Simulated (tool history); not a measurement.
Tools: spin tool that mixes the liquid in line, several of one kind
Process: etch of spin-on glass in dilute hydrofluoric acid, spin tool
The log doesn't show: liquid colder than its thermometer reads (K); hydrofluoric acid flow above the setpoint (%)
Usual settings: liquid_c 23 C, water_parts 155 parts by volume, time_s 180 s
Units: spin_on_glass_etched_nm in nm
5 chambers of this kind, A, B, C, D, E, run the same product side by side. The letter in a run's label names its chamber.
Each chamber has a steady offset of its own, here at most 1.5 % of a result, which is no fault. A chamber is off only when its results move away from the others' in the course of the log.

| run | hour | liquid_c | water_parts | time_s | hours since the thermometer was replaced | hours since the hydrofluoric acid flow meter was replaced | read-back film thickness of the spin-on glass reference wafer, read on the same gauge (nm) | spin_on_glass_etched_nm |
|---|---|---|---|---|---|---|---|---|
| 1D | 9.6 | 23 | 155 | 180 | 603.3 | 831.2 | 69.992 | 25.901 |
| 2A | 19.1 | 23 | 155 | 180 | 999.7 | 345.8 | 70.025 | 25.875 |
| 3B | 26 | 23 | 155 | 180 | 1061 | 1112.2 | 70.027 | 25.382 |
|  | 35.7 | chamber B: hydrofluoric acid flow meter replaced |
| 4E | 37.8 | 23 | 155 | 180 | 1044.1 | 87.7 | 70.003 | 25.909 |
| 5C | 48.4 | 23 | 155 | 180 | 169.6 | 243.5 | 69.982 | 25.626 |
| 6A | 59.8 | 23 | 155 | 180 | 1040.4 | 386.5 | 70.013 | 25.488 |
| 7D | 67.3 | 23 | 155 | 180 | 661 | 888.9 | 69.995 | 26.024 |
| 8C | 80.4 | 23 | 155 | 180 | 201.6 | 275.5 | 69.949 | 25.506 |
| 9B | 88 | 23 | 155 | 180 | 1123 | 52.4 | 69.976 | 25.836 |
| 10E | 98.8 | 23 | 155 | 180 | 1105.1 | 148.7 | 69.968 | 25.977 |
| 11D | 111.5 | 19.5 | 155 | 280 | 705.2 | 933.1 | 69.992 | 34.682 |
| 12E | 118.8 | 19.5 | 155 | 280 | 1125.1 | 168.7 | 70.031 | 35.317 |
| 13B | 126.8 | 19.5 | 155 | 280 | 1161.8 | 91.2 | 70.024 | 34.692 |
| 14A | 137.2 | 19.5 | 155 | 280 | 1117.8 | 463.9 | 69.999 | 35.163 |
| 15C | 146.7 | 19.5 | 155 | 280 | 267.9 | 341.8 | 69.99 | 34.529 |
| 16E | 156.9 | 23 | 155 | 180 | 1163.2 | 206.8 | 69.993 | 26.167 |
| 17C | 163.8 | 23 | 155 | 180 | 285 | 358.9 | 70.004 | 25.711 |
| 18B | 175.9 | 23 | 155 | 150 | 1210.9 | 140.3 | 69.981 | 21.13 |
| 19A | 184.6 | 23 | 155 | 150 | 1165.2 | 511.3 | 70.003 | 21.203 |
| 20D | 194.7 | 23 | 155 | 150 | 788.4 | 1016.3 | 70.024 | 21.813 |
| 21A | 203 | 23 | 155 | 150 | 1183.6 | 529.7 | 69.982 | 21.539 |
| 22C | 210 | 23 | 155 | 150 | 331.2 | 405.1 | 69.973 | 21.264 |
| 23B | 223.9 | 23 | 155 | 180 | 1258.9 | 188.3 | 70.006 | 25.236 |
| 24D | 237.6 | 23 | 155 | 180 | 831.3 | 1059.2 | 70.014 | 25.861 |
| 25E | 246.2 | 23 | 155 | 180 | 1252.5 | 296.1 | 69.985 | 25.845 |
| 26A | 256.5 | 23 | 155 | 180 | 1237.1 | 583.2 | 70.017 | 25.895 |
| 27C | 262.8 | 23 | 155 | 180 | 384 | 457.9 | 70.021 | 25.688 |
| 28E | 270.5 | 23 | 155 | 180 | 1276.8 | 320.4 | 70.002 | 26.193 |
| 29D | 281.7 | 23 | 155 | 180 | 875.4 | 1103.3 | 70.019 | 25.889 |
| 30B | 291.3 | 23 | 155 | 180 | 1326.3 | 255.7 | 70.017 | 24.282 |
| 31B | 303 | 23 | 155 | 180 | 1338 | 267.4 | 69.991 | 24.193 |
| 32D | 314.6 | 23 | 155 | 180 | 908.3 | 1136.2 | 70.013 | 25.928 |
| 33E | 326.9 | 23 | 155 | 180 | 1333.2 | 376.8 | 70.026 | 26.323 |
| 34A | 336.8 | 23 | 110 | 245 | 1317.4 | 663.5 | 69.963 | 52.156 |
| 35C | 349.6 | 23 | 110 | 245 | 470.8 | 544.7 | 70.024 | 51.911 |
| 36D | 357.8 | 23 | 110 | 245 | 951.5 | 1179.4 | 70.028 | 52.688 |
| 37A | 369.6 | 23 | 110 | 245 | 1350.2 | 696.3 | 70.018 | 52.851 |
| 38B | 380.3 | 23 | 110 | 245 | 1415.3 | 344.7 | 70 | 48.186 |
|  | 388.2 | chamber D: hydrofluoric acid flow meter replaced |
| 39C | 389 | 23 | 155 | 180 | 510.2 | 584.1 | 70.019 | 25.508 |
| 40E | 399.2 | 23 | 155 | 180 | 1405.5 | 449.1 | 70.012 | 26.051 |
| 41E | 405.5 | 23 | 155 | 180 | 1411.8 | 455.4 | 70.016 | 25.96 |
| 42D | 411.8 | 23 | 155 | 180 | 1005.5 | 23.6 | 70.04 | 25.748 |
| 43B | 418.8 | 23 | 185 | 265 | 1453.8 | 383.2 | 70.003 | 27.648 |

Next, every chamber runs the same settings. What will each give?
| 44A | 428.7 | 23 | 155 | 280 |  |  |  | ? |
| 44B | 428.7 | 23 | 155 | 280 |  |  |  | ? |
| 44C | 428.7 | 23 | 155 | 280 |  |  |  | ? |
| 44D | 428.7 | 23 | 155 | 280 |  |  |  | ? |
| 44E | 428.7 | 23 | 155 | 280 |  |  |  | ? |

| run | spin_on_glass_etched_nm |
|---|---|
| 44A | 40.453 |
| 44B | 36.273 |
| 44C | 39.591 |
| 44D | 40.059 |
| 44E | 40.135 |

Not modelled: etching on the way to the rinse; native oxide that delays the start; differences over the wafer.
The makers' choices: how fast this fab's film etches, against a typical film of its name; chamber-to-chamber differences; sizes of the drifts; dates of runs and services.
